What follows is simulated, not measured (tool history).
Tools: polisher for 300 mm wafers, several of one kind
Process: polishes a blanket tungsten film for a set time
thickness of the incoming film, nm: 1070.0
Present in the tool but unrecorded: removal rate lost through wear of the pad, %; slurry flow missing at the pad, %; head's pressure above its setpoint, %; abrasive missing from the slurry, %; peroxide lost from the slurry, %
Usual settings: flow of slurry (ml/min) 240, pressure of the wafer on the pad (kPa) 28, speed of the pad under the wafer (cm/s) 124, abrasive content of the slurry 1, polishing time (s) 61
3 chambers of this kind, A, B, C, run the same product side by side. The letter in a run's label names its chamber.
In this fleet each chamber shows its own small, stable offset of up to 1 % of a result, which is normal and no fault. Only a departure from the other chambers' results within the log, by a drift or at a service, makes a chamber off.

run,hour,flow of slurry (ml/min),pressure of the wafer on the pad (kPa),speed of the pad under the wafer (cm/s),abrasive content of the slurry,polishing time (s),wafers polished on this pad,hours since the slurry nozzle was cleaned,hours since the head pressure was calibrated,hours since the slurry blender was calibrated,hours since the slurry got fresh peroxide,film removed (angstrom)
1B,4.9,240,28,124,1,61,598,30.6,459.4,57.7,47.8,3558.5
2C,8.2,240,28,124,1,61,210,83.5,100.5,379.6,66.6,3466.1
# hour 8.3: chamber A: slurry tank refilled with fresh slurry and peroxide
3A,12.6,240,28,124,1,61,100,627.6,1197.7,186.6,4.3,3503.0
4A,17.0,240,28,124,1,61,129,632.0,1202.1,191.0,8.7,3482.4
5B,19.5,300,28,124,1,67,693,45.2,474.0,72.3,62.4,3857.4
6C,22.4,300,28,124,1,67,302,97.7,114.7,393.8,80.8,3892.2
7B,27.3,300,28,124,1,67,743,53.0,481.8,80.1,70.2,3912.7
8C,30.5,240,28,124,1,61,354,105.8,122.8,401.9,88.9,3454.4
9A,35.2,240,28,124,1,61,246,650.2,1220.3,209.2,26.9,3453.5
10C,38.3,240,28,124,1,61,404,113.6,130.6,409.7,96.7,3425.1
11B,41.9,240,28,124,1,61,837,67.6,496.4,94.7,84.8,3532.1
# hour 44.2: chamber B: slurry tank refilled with fresh slurry and peroxide
12A,44.3,240,28,124,1,61,305,659.3,1229.4,218.3,36.0,3520.8
13B,48.3,240,28,124,1,61,879,74.0,502.8,101.1,4.2,3522.7
14C,53.3,240,28,124,1,69,501,128.6,145.6,424.7,111.7,3833.9
# hour 54.2: chamber A: head pressure recalibrated
15A,58.4,240,28,124,1,69,396,673.4,4.2,232.4,50.1,3997.7
16C,61.6,240,28,124,1,69,555,136.9,153.9,433.0,120.0,3855.1
17B,65.0,240,28,124,1,61,987,90.7,519.5,117.8,20.9,3554.7
# hour 68.2: chamber C: slurry blender recalibrated
18A,68.5,240,28,124,1,61,461,683.5,14.3,242.5,60.2,3457.8
19B,72.8,240,28,124,1,61,1037,98.5,527.3,125.6,28.7,3493.6
20A,76.4,240,28,124,1,61,512,691.4,22.2,250.4,68.1,3438.9
21C,80.5,240,28,124,1,61,677,155.8,172.8,12.3,138.9,3330.0
22A,83.6,240,28,124,1,61,559,698.6,29.4,257.6,75.3,3427.8
23C,88.4,240,28,124,1,61,728,163.7,180.7,20.2,146.8,3307.2
24B,92.2,240,28,124,1,61,1162,117.9,546.7,145.0,48.1,3549.6
25B,95.6,240,28,124,1,61,1184,121.3,550.1,148.4,51.5,3555.8
# hour 98.8: chamber B: worn pad replaced by a new one
26C,100.6,240,28,124,1,61,807,175.9,192.9,32.4,159.0,3292.4
27A,103.5,240,28,124,1,61,687,718.5,49.3,277.5,95.2,3477.4
28C,108.7,240,28,124,1,61,859,184.0,201.0,40.5,167.1,3229.3
# hour 110.8: chamber C: worn pad replaced by a new one
29B,112.5,240,28,124,1,61,88,138.2,567.0,165.3,68.4,3512.6
30A,116.4,240,28,124,1,61,771,731.4,62.2,290.4,108.1,3524.2
31B,120.1,240,28,124,1,61,137,145.8,574.6,172.9,76.0,3492.2
32A,125.3,240,28,124,1,61,828,740.3,71.1,299.3,117.0,3474.3
33C,130.4,240,28,124,1,53,126,205.7,222.7,62.2,188.8,2739.1

One chamber off, gauge drift, or nothing amiss beyond the chambers' own small offsets? If it is a chamber, which one, and what is the likeliest cause?

Little by little, chamber C moves away from the other chambers.
Likeliest cause: peroxide lost from the slurry, % = 22.
It could be hard to tell apart here from: head's pressure below its setpoint, %.

Which of the 4 candidates below, each the usual settings with something changed and its results left as question marks, puts chamber C back in line with what the other chambers give on the usual settings?
In-line tolerance around the mean of the other chambers on the usual settings: film removed (angstrom) 140.0
34C-1,134.2,240,27.6,122,1,60,,,,,,?
34C-2,134.2,240,29.0,124,1,64,,,,,,?
34C-3,134.2,240,27.6,118,1,58,,,,,,?
34C-4,134.2,240,28.3,124,1,61,,,,,,?

The mean the other chambers reach with the usual settings: film removed (angstrom) 3481.5
run,film removed (angstrom)
34C-1,3057.6
34C-2,3482.7
34C-3,2859.0
34C-4,3239.4
34C-2 brings the chamber back in line.

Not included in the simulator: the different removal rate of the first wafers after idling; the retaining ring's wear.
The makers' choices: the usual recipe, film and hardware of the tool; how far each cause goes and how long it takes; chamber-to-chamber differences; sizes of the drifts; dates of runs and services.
